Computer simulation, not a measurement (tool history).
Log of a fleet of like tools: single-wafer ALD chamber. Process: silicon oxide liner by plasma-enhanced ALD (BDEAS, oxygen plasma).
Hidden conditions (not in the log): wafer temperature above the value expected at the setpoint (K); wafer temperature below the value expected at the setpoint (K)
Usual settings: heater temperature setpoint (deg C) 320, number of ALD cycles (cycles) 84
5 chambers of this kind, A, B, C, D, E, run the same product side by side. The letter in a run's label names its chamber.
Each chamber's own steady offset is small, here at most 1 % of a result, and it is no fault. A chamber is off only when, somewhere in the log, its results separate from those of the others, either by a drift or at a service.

| run | hour | heater temperature setpoint (deg C) | number of ALD cycles (cycles) | hours since the last thermocouple change | read-back reference wafer on the same gauge, thickness_nm | mean film thickness on the monitor wafer (Å) |
|---|---|---|---|---|---|---|
| 1B | 5 | 320 | 84 | 1434.2 | 8.5992 | 76.381 |
| 2A | 10.1 | 320 | 84 | 572.4 | 8.6074 | 75.637 |
| 3D | 14.9 | 320 | 84 | 1301.1 | 8.5976 | 76.828 |
| 4E | 18.3 | 320 | 84 | 477.2 | 8.5929 | 76.206 |
| 5C | 21.3 | 320 | 84 | 75 | 8.5872 | 75.307 |
| 6E | 24.8 | 311 | 90 | 483.7 | 8.5958 | 83.138 |
| 7B | 27.6 | 311 | 90 | 1456.8 | 8.6025 | 82.71 |
| 8C | 30.8 | 311 | 90 | 84.5 | 8.6018 | 82.393 |
| 9A | 34 | 311 | 90 | 596.3 | 8.5933 | 82.55 |
| 10D | 38.2 | 311 | 90 | 1324.4 | 8.6001 | 82.773 |
| 11A | 42.9 | 320 | 84 | 605.2 | 8.6088 | 76.37 |
| 12E | 47 | 320 | 84 | 505.9 | 8.6001 | 76.679 |
| 13B | 50.9 | 320 | 84 | 1480.1 | 8.6055 | 75.393 |
| 14C | 55.8 | 320 | 84 | 109.5 | 8.601 | 76.009 |
| 15D | 59.6 | 320 | 84 | 1345.8 | 8.5971 | 75.731 |
| 16E | 62.1 | 320 | 84 | 521 | 8.5976 | 76.268 |
| 17A | 64.7 | 320 | 97 | 627 | 8.5958 | 87.676 |
| 18B | 69.5 | 320 | 97 | 1498.7 | 8.6031 | 87.488 |
| 19D | 72.6 | 320 | 97 | 1358.8 | 8.6046 | 87.845 |
| 20C | 75.2 | 320 | 97 | 128.9 | 8.5919 | 87.821 |
| 21A | 78.4 | 320 | 97 | 640.7 | 8.594 | 87.5 |
| 22E | 83 | 320 | 84 | 541.9 | 8.5984 | 76.562 |
| 23C | 87.3 | 320 | 84 | 141 | 8.5935 | 75.438 |
| 24D | 92.6 | 320 | 84 | 1378.8 | 8.6175 | 76.719 |
| 25B | 96.6 | 320 | 84 | 1525.8 | 8.5964 | 76.247 |
| 26A | 98.9 | 320 | 84 | 661.2 | 8.5914 | 76.459 |
| 27D | 104.1 | 320 | 84 | 1390.3 | 8.5889 | 76.389 |
| 28B | 108.3 | 328 | 84 | 1537.5 | 8.6001 | 74.956 |
| 29C | 113.4 | 328 | 84 | 167.1 | 8.5849 | 74.897 |
| 30E | 115.9 | 328 | 84 | 574.8 | 8.5916 | 75.701 |
| 31A | 120.7 | 328 | 84 | 683 | 8.6039 | 75.103 |

Is one chamber off against the others, does the gauge drift, or is nothing wrong? If a chamber is off, say which, and what the likeliest cause is.

No chamber stands off beyond its own small offset, and the gauge holds steady.
